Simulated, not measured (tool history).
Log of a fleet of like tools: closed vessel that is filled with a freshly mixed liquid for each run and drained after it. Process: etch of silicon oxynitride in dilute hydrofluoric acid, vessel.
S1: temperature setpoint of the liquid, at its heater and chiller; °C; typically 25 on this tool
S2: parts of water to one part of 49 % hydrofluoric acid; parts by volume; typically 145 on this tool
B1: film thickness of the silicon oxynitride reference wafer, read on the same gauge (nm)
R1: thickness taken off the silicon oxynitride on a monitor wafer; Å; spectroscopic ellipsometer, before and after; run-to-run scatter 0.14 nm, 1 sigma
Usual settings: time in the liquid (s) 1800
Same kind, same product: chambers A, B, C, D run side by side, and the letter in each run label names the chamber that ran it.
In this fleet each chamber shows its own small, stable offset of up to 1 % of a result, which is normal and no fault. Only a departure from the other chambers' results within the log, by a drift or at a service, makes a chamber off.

Run 1A, hour 7.7: usual settings; B1 130.00. Result: R1 191.46 Å.
Run 2B, hour 12.4: usual settings; B1 129.99. Result: R1 191.02 Å.
Run 3C, hour 19.6: usual settings; B1 130.00. Result: R1 191.56 Å.
Run 4D, hour 23.4: usual settings; B1 129.99. Result: R1 190.71 Å.
Run 5C, hour 30.3: usual settings; B1 129.98. Result: R1 191.19 Å.
Run 6B, hour 37.7: usual settings; B1 129.98. Result: R1 193.38 Å.
Run 7D, hour 42.9: usual settings; B1 129.99. Result: R1 187.15 Å.
Run 8A, hour 48.0: usual settings; B1 130.01. Result: R1 190.63 Å.
Run 9D, hour 54.2: usual settings; B1 130.03. Result: R1 190.05 Å.
Run 10A, hour 59.2: usual settings but time in the liquid (s) 2515; B1 130.04. Result: R1 269.88 Å.
Run 11B, hour 65.6: usual settings but time in the liquid (s) 2515; B1 130.00. Result: R1 265.40 Å.
Run 12C, hour 71.9: usual settings but time in the liquid (s) 2515; B1 130.02. Result: R1 267.09 Å.
Run 13D, hour 80.5: usual settings but time in the liquid (s) 2515; B1 130.01. Result: R1 265.45 Å.
Run 14B, hour 86.0: usual settings; B1 130.00. Result: R1 192.03 Å.
Run 15A, hour 94.5: usual settings; B1 129.97. Result: R1 193.46 Å.
Run 16C, hour 101.8: usual settings but time in the liquid (s) 1405; B1 130.00. Result: R1 147.19 Å.
Run 17B, hour 107.7: usual settings but time in the liquid (s) 1405; B1 130.01. Result: R1 151.19 Å.
Run 18C, hour 116.0: usual settings but time in the liquid (s) 1405; B1 130.00. Result: R1 148.98 Å.
At hour 120.7: chamber B: hydrofluoric acid flow meter replaced.
Run 19D, hour 122.3: usual settings but time in the liquid (s) 1405; B1 129.97. Result: R1 146.98 Å.
Run 20A, hour 128.1: usual settings; B1 129.99. Result: R1 194.52 Å.
Run 21A, hour 134.0: usual settings; B1 130.01. Result: R1 195.26 Å.
Run 22D, hour 138.7: usual settings; B1 129.97. Result: R1 191.83 Å.
Run 23C, hour 143.0: usual settings; B1 129.96. Result: R1 190.60 Å.
Run 24B, hour 149.6: usual settings; B1 130.00. Result: R1 192.34 Å.
Run 25A, hour 154.8: usual settings; B1 130.00. Result: R1 194.43 Å.
Run 26D, hour 159.5: usual settings; B1 130.00. Result: R1 189.01 Å.
Run 27C, hour 163.5: usual settings; B1 130.00. Result: R1 189.62 Å.
Run 28B, hour 172.1: usual settings; B1 130.00. Result: R1 192.80 Å.

One chamber off, gauge drift, or nothing amiss beyond the chambers' own small offsets? If it is a chamber, which one, and what is the likeliest cause?

No chamber is off and the gauge is stable; the differences are just each chamber's small, constant offset.
